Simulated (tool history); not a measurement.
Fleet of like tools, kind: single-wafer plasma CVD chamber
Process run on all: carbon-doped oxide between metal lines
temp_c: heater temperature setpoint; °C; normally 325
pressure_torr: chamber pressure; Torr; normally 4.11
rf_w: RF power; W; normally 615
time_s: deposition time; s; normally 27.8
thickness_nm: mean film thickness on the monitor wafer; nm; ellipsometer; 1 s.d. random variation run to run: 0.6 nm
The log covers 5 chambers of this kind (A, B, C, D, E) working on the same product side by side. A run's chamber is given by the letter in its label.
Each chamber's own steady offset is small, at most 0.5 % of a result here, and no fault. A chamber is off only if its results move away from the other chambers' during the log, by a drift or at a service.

run    day  temp_c  pressure_torr  rf_w  time_s  hours since the last thermocouple change  hours since the last RF generator calibration  hours since the last manometer calibration  read-back reference wafer on the same gauge, thickness_nm  thickness_nm
 1E  0.212     325           4.11   615    27.8                                    1201.2                                           1384                                         466                                                     169.83        171.49
 2B  0.358     325           4.11   615    27.8                                     175.6                                          172.9                                      1142.4                                                     169.98        170.96
 3C  0.521     325           4.11   615    27.8                                     252.1                                          808.7                                       102.8                                                      169.8        169.21
 4D  0.675     325           4.11   615    27.8                                     689.2                                          742.7                                       768.7                                                     169.86        169.93
 5A  0.783     325           4.11   615    27.8                                    1011.3                                          548.3                                      1116.7                                                     169.98        170.72
 6E  0.921     325           4.11   615    27.8                                    1218.2                                           1401                                         483                                                     170.08        170.86
 7C  1.038     325           4.11   615    27.8                                     264.5                                          821.1                                       115.2                                                     169.94        170.67
 8B  1.258     325           4.11   615    27.8                                     197.2                                          194.5                                        1164                                                     169.97        170.55
 9A  1.383     325           4.11   615    27.8                                    1025.7                                          562.7                                      1131.1                                                     169.98        170.57
10D  1.517     325           4.11   615    27.8                                     709.4                                          762.9                                       788.9                                                     170.01        170.83
11B  1.675     325           4.11   615    27.8                                     207.2                                          204.5                                        1174                                                     170.08        171.12
12E  1.854     325           4.11   615    27.8                                    1240.6                                         1423.4                                       505.4                                                     170.02        170.41
13A  1.988     325           3.27   615    27.8                                    1040.2                                          577.2                                      1145.6                                                     170.11        164.74
14C  2.192     325           3.27   615    27.8                                     292.2                                          848.8                                       142.9                                                     169.99        163.56
15D  2.362     325           3.27   615    27.8                                     729.7                                          783.2                                       809.2                                                     169.94        166.67
16B  2.488     325           3.27   615    27.8                                     226.7                                            224                                      1193.5                                                     169.99        166.96
17C    2.7     325           3.27   615    27.8                                     304.4                                            861                                       155.1                                                     169.85        162.71
18A  2.879     325           4.11   615    27.8                                    1061.6                                          598.6                                        1167                                                     169.99        169.68
19D  3.025     325           4.11   615    27.8                                     745.6                                          799.1                                       825.1                                                        170        169.39
20E  3.208     325           4.11   615    27.8                                    1273.1                                         1455.9                                       537.9                                                     170.03        170.98
21E  3.417     325           4.11   615    27.8                                    1278.1                                         1460.9                                       542.9                                                     169.94         171.6
22A  3.617     325           4.11   615    27.8                                    1079.3                                          616.3                                      1184.7                                                     170.01         170.4
23D   3.75     325           4.11   615    27.8                                       763                                          816.5                                       842.5                                                     170.03        169.56
24C  3.967     325           4.11   615    27.8                                     334.8                                          891.4                                       185.5                                                        170         165.9
25B  4.062     325           4.11   615    27.8                                     264.5                                          261.8                                      1231.3                                                     170.09         170.3
26C  4.254     325           4.11   615    27.8                                     341.7                                          898.3                                       192.4                                                     170.12        165.02
27E  4.442     325           4.11   615    27.8                                    1302.7                                         1485.5                                       567.5                                                     170.13        170.88
28D  4.562     325           4.11   615    27.8                                     782.5                                            836                                         862                                                     169.86         170.2
29A  4.712     325           4.11   615    27.8                                    1105.6                                          642.6                                        1211                                                     169.93        171.18
30B    4.9     325           4.11   615    27.8                                     284.6                                          281.9                                      1251.4                                                     169.97        171.16
31E  5.004     325           4.11   615    27.8                                    1316.2                                           1499                                         581                                                     170.01        171.14
32A  5.167     325           4.11   615    27.8                                    1116.5                                          653.5                                      1221.9                                                     169.92         170.7

Predict what each chamber gives when all 5 of them run the settings below next.
33A  5.325     325           4.11   690    27.8                                                                                                                                                                                                             ?
33B  5.325     325           4.11   690    27.8                                                                                                                                                                                                             ?
33C  5.325     325           4.11   690    27.8                                                                                                                                                                                                             ?
33D  5.325     325           4.11   690    27.8                                                                                                                                                                                                             ?
33E  5.325     325           4.11   690    27.8                                                                                                                                                                                                             ?

run  thickness_nm
33A        182.87
33B        183.76
33C        175.63
33D        181.12
33E        183.19

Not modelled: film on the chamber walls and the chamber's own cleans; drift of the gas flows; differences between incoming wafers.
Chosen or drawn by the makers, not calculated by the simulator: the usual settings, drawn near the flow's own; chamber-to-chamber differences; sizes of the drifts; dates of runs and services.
